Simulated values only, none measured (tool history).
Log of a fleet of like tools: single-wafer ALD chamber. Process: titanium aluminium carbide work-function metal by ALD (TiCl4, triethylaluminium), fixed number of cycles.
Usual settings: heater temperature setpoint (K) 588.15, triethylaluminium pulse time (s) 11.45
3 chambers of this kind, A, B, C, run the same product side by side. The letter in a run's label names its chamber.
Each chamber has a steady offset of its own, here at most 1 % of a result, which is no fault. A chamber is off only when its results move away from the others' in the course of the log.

run	hour	heater temperature setpoint (K)	triethylaluminium pulse time (s)	hours since the last thermocouple change	hours since the last triethylaluminium bottle change	read-back reference wafer on the same gauge, thickness_nm	mean film thickness on the monitor wafer (Å)
1A	11.1	588.15	11.45	2473.3	433.0	2.2892	21.653
2C	18.3	588.15	11.45	759.2	778.2	2.2891	21.732
3B	26.8	588.15	11.45	329.6	988.5	2.2882	21.657
4B	32.5	588.15	11.45	335.3	994.2	2.2887	21.639
5A	44.5	588.15	8.97	2506.7	466.4	2.2878	21.124
6C	53.4	588.15	8.97	794.3	813.3	2.2876	21.120
7C	64.9	588.15	8.97	805.8	824.8	2.2862	21.042
8B	71.2	588.15	11.45	374.0	1032.9	2.2864	21.612
9A	80.7	588.15	11.45	2542.9	502.6	2.2862	21.711
10C	88.2	600.15	11.45	829.1	848.1	2.2849	22.740
11B	98.3	600.15	11.45	401.1	1060.0	2.2846	22.680
12A	107.4	600.15	11.45	2569.6	529.3	2.2842	22.679
13C	117.5	588.15	11.45	858.4	877.4	2.2842	21.672
14B	124.4	588.15	11.45	427.2	1086.1	2.2838	21.559
15A	136.3	588.15	11.45	2598.5	558.2	2.2830	21.703
16B	144.0	588.15	11.45	446.8	1105.7	2.2826	21.557
17C	153.4	588.15	11.45	894.3	913.3	2.2814	21.625
18A	165.1	588.15	11.45	2627.3	587.0	2.2823	21.577
19A	176.1	588.15	11.45	2638.3	598.0	2.2814	21.609
20B	185.5	582.15	8.77	488.3	1147.2	2.2805	20.295
21C	194.9	582.15	8.77	935.8	954.8	2.2804	20.390
22C	204.2	582.15	8.77	945.1	964.1	2.2792	20.494
23B	212.9	588.15	11.45	515.7	1174.6	2.2790	21.587
24A	221.1	588.15	11.45	2683.3	643.0	2.2781	21.664
25B	233.4	588.15	11.45	536.2	1195.1	2.2785	21.597
26C	240.2	588.15	11.45	981.1	1000.1	2.2766	21.651
27A	250.5	583.15	13.98	2712.7	672.4	2.2772	21.354
28C	258.3	583.15	13.98	999.2	1018.2	2.2760	21.350
29A	267.7	583.15	13.98	2729.9	689.6	2.2757	21.337

Is one chamber off against the others, does the gauge drift, or is nothing wrong? If a chamber is off, say which, and what the likeliest cause is.

The gauge drifts, so all chambers seem to drift together. No chamber is off.
Cause: gauge reads low (%) = 0.644.
